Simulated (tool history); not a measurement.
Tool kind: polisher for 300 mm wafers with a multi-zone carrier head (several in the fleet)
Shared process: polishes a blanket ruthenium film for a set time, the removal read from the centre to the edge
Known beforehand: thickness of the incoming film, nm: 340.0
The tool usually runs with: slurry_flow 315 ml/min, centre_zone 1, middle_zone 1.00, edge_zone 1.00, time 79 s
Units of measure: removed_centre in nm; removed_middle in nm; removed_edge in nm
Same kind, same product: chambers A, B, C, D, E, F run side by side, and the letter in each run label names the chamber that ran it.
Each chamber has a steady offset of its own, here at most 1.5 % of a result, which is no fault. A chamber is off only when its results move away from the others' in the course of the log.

run     day  slurry_flow  centre_zone  middle_zone  edge_zone  time  wafers polished on this pad  hours since the slurry nozzle was cleaned  hours since the centre zone pressure was calibrated  hours since the edge zone pressure was calibrated  removed_centre  removed_middle  removed_edge
 1D   0.362          315            1         1.00       1.00    79                          335                                      353.8                                                157.7                                              130.2         102.470         104.950       103.340
 2A   0.550          315            1         1.00       1.00    79                          372                                      375.6                                                115.5                                              957.1         106.850         103.720       104.990
 3B   0.850          315            1         1.00       1.00    79                         1028                                      596.1                                                383.4                                              301.4         107.000         104.920       105.630
      0.954  -- chamber F: centre zone pressure recalibrated
 4F   1.138          315            1         1.00       1.00    79                          444                                      618.0                                                  4.5                                              115.2         106.730         105.580       103.890
 5E   1.312          315            1         1.00       1.00    79                          355                                      975.1                                                433.7                                              334.9         103.060         103.840       106.450
 6C   1.529          315            1         1.00       1.00    79                          879                                      453.1                                                195.0                                              540.9         106.950         103.280       105.000
      1.858  -- chamber B: worn pad replaced by a new one
 7C   1.892          315            1         1.00       1.00    79                          948                                      461.8                                                203.7                                              549.6         102.860         102.410       106.260
 8B   2.067          315            1         1.00       1.00    79                           40                                      625.3                                                412.6                                              330.6         105.590         104.660       103.470
      2.229  -- chamber E: slurry nozzle cleaned
 9D   2.275          315            1         1.00       1.00    79                          699                                      399.7                                                203.6                                              176.1         107.560         104.670       104.920
      2.383  -- chamber A: worn pad replaced by a new one
10E   2.621          315            1         1.00       1.00    79                          604                                        9.4                                                465.1                                              366.3         104.160         105.120       105.520
      2.779  -- chamber E: worn pad replaced by a new one
11A   2.967          315            1         1.00       1.00    79                          110                                      433.6                                                173.5                                             1015.1         107.000         101.870       103.950
12F   3.125          315            1         1.00       1.00    79                          821                                      665.7                                                 52.2                                              162.9         104.900         104.690       103.960
      3.333  -- chamber D: worn pad replaced by a new one
13B   3.346          315            1         1.00       1.00    79                          283                                      656.0                                                443.3                                              361.3         103.680         103.970       104.340
14C   3.550          315            1         1.00       1.00    79                         1263                                      501.6                                                243.5                                              589.4         103.330         104.660       104.110
      3.638  -- chamber F: slurry nozzle cleaned
      3.729  -- chamber D: slurry nozzle cleaned
      3.742  -- chamber F: worn pad replaced by a new one
15E   3.879          315            1         1.00       1.00    79                          209                                       39.6                                                495.3                                              396.5         106.730         105.080       105.190
16F   4.112          315            1         1.00       1.00    79                           70                                       11.5                                                 75.9                                              186.6         106.100         102.960       102.230
      4.246  -- chamber B: edge zone pressure recalibrated
17A   4.442          315            1         1.00       1.00    79                          391                                      469.0                                                208.9                                             1050.5         105.970         103.680       104.150
18D   4.612          315            1         1.00       1.00    79                          243                                       21.2                                                259.7                                              232.2         102.370         106.810       103.940
      4.854  -- chamber B: slurry nozzle cleaned
19E   4.921          315            1         1.00       1.00    79                          407                                       64.6                                                520.3                                              421.5         103.580         104.620       104.980
      5.025  -- chamber C: worn pad replaced by a new one
20F   5.129          315            1         1.00       1.00    79                          263                                       35.9                                                100.3                                              211.0         103.500         103.890       104.920
21C   5.404          315            1         1.00       1.00    79                           72                                      546.1                                                288.0                                              633.9         107.980         103.630       103.870
      5.421  -- chamber E: worn pad replaced by a new one
22A   5.579          315            1         1.00       1.00    79                          607                                      496.3                                                236.2                                             1077.8         104.760         103.850       104.690
23B   5.883          315            1         1.00       1.00    79                          765                                       24.8                                                504.2                                               39.4         105.150         106.910       105.210
      6.146  -- chamber A: worn pad replaced by a new one
24D   6.212          315            1         1.00       1.00    79                          547                                       59.6                                                298.1                                              270.6         102.140         108.040       104.150
25D   6.542          315            1         1.00       1.00    79                          609                                       67.5                                                306.0                                              278.5         103.040         103.290       103.080
26A   6.829          315            1         1.00       1.00    79                          130                                      526.3                                                266.2                                             1107.8         105.920         103.800       102.510
27B   7.162          315            1         1.00       1.00    79                         1008                                       55.5                                                534.9                                               70.1         106.310         106.460       105.130
28E   7.467          315            1         1.00       1.00    79                          389                                      125.7                                                581.4                                              482.6         105.700         104.780       105.100
29C   7.654          315            1         1.00       1.00    55                          499                                      600.1                                                342.0                                              687.9          72.765          75.508        72.994
      7.754  -- chamber D: worn pad replaced by a new one
30F   7.908          315            1         1.00       1.00    55                          792                                      102.6                                                167.0                                              277.7          72.660          72.394        71.994
      8.108  -- chamber E: worn pad replaced by a new one
31D   8.125          315            1         1.00       1.00    55                           71                                      105.5                                                344.0                                              316.5          71.934          71.916        71.798
      8.129  -- chamber C: slurry nozzle cleaned
32B   8.438          315            1         1.00       1.00    55                         1251                                       86.1                                                565.5                                              100.7          71.052          72.688        73.404
33F   8.688          315            1         1.00       1.00    55                          940                                      121.3                                                185.7                                              296.4          70.600          70.716        72.933
      8.875  -- chamber F: worn pad replaced by a new one
34E   8.988          315            1         1.00       1.00    55                          167                                      162.2                                                617.9                                              519.1          73.374          72.145        72.340
35C   9.204          315            1         1.00       1.00    79                          794                                       25.8                                                379.2                                              725.1         104.630         104.440       104.800
36A   9.467          315            1         0.95       1.00    79                          631                                      589.6                                                329.5                                             1171.1         106.900         100.790       104.450
37E   9.625          315            1         0.95       1.00    79                          288                                      177.5                                                633.2                                              534.4         104.200         101.440       104.670
      9.708  -- chamber B: worn pad replaced by a new one
38F   9.904          315            1         0.95       1.00    79                          196                                      150.5                                                214.9                                              325.6         103.660          99.334       103.750
39B  10.238          315            1         0.95       1.00    79                          100                                      129.3                                                608.7                                              143.9         101.750         101.450       105.620
40D  10.525          315            1         0.95       1.00    79                          527                                      163.1                                                401.6                                              374.1         106.140          98.394       103.820
     10.617  -- chamber A: worn pad replaced by a new one
41A  10.842          315            1         0.95       1.00    79                           43                                      622.6                                                362.5                                             1204.1         107.500          98.385       104.030

Has any chamber moved away from the others, gradually or after a service, or does the common gauge drift, or do the chambers differ only by their own small steady offsets? State the chamber and the most likely cause if one applies.

No chamber stands off beyond its own small offset, and the gauge holds steady.
